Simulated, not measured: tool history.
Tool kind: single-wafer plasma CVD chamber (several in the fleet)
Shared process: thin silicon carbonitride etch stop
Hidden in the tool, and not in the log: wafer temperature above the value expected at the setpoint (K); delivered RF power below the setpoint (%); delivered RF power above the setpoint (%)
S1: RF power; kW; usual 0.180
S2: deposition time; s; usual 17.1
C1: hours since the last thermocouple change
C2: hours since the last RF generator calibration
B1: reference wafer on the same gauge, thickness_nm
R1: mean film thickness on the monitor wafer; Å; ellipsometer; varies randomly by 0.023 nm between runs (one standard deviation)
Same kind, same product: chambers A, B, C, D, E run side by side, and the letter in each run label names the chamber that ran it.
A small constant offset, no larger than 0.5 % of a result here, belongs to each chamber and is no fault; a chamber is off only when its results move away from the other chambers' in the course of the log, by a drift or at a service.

run,day,S1,S2,C1,C2,B1,R1
1A,0.288,0.180,17.1,2844.5,1300.1,7.8488,93.971
2C,0.583,0.180,17.1,1054.7,94.2,7.8558,94.256
3B,1.183,0.180,17.1,347.8,551.6,7.8542,94.035
4E,1.450,0.180,17.1,585.5,636.9,7.8532,95.155
5D,1.729,0.180,17.1,275.7,161.8,7.8566,94.296
# day 2.083: chamber A: thermocouple changed; heater temperature recalibrated
6A,2.171,0.180,17.1,2.2,1345.3,7.8478,93.824
7D,2.496,0.180,17.1,294.1,180.2,7.8487,93.802
8B,2.929,0.180,17.1,389.7,593.5,7.8477,94.272
9E,3.358,0.180,17.1,631.3,682.7,7.8466,95.070
10C,3.729,0.180,17.1,1130.2,169.7,7.8492,94.615
11B,4.200,0.180,17.1,420.2,624.0,7.8487,93.855
12C,4.496,0.180,17.1,1148.6,188.1,7.8510,94.185
13E,5.092,0.155,13.8,672.9,724.3,7.8475,73.130
14D,5.571,0.155,13.8,367.9,254.0,7.8519,72.806
15A,5.838,0.155,13.8,90.2,1433.3,7.8431,72.541
16D,6.329,0.155,13.8,386.1,272.2,7.8564,72.911
17B,6.633,0.155,13.8,478.6,682.4,7.8527,72.436
18E,7.217,0.180,17.1,723.9,775.3,7.8474,94.776
19A,7.575,0.165,20.4,131.9,1475.0,7.8502,109.590
20C,8.112,0.165,20.4,1235.4,274.9,7.8523,109.880
21E,8.521,0.165,20.4,755.2,806.6,7.8543,110.030
22C,8.946,0.165,20.4,1255.4,294.9,7.8505,109.220
23A,9.204,0.165,20.4,171.0,1514.1,7.8531,108.680
24B,9.792,0.180,19.3,554.4,758.2,7.8476,106.160
25D,10.200,0.180,19.3,479.0,365.1,7.8510,106.000
26E,10.642,0.180,19.3,806.1,857.5,7.8477,106.990
27D,11.071,0.180,19.3,499.9,386.0,7.8504,106.330
28C,11.533,0.180,19.3,1317.5,357.0,7.8480,106.620
29A,11.938,0.180,17.1,236.6,1579.7,7.8561,93.333
# day 12.212: chamber B: RF generator calibrated
30B,12.404,0.180,17.1,617.1,4.7,7.8528,94.225
31B,12.717,0.180,17.1,624.6,12.2,7.8470,94.172
32D,13.258,0.180,17.1,552.4,438.5,7.8535,94.441
33A,13.817,0.155,14.6,281.7,1624.8,7.8524,75.641
34E,14.396,0.155,14.6,896.2,947.6,7.8474,77.203
35C,14.904,0.155,14.6,1398.4,437.9,7.8508,76.942
36A,15.362,0.155,14.6,318.8,1661.9,7.8496,75.339
37D,15.842,0.155,14.6,614.4,500.5,7.8510,76.681
38B,16.162,0.195,18.4,707.3,94.9,7.8514,103.330
39E,16.583,0.195,18.4,948.7,1000.1,7.8483,104.730
40C,16.975,0.195,18.4,1448.1,487.6,7.8508,104.300
41B,17.321,0.195,18.4,735.1,122.7,7.8490,103.520

Next, every chamber runs the same settings. What will each give?
42A,17.750,0.180,17.1,,,,?
42B,17.750,0.180,17.1,,,,?
42C,17.750,0.180,17.1,,,,?
42D,17.750,0.180,17.1,,,,?
42E,17.750,0.180,17.1,,,,?

run,R1
42A,91.957
42B,93.883
42C,94.291
42D,93.595
42E,94.698
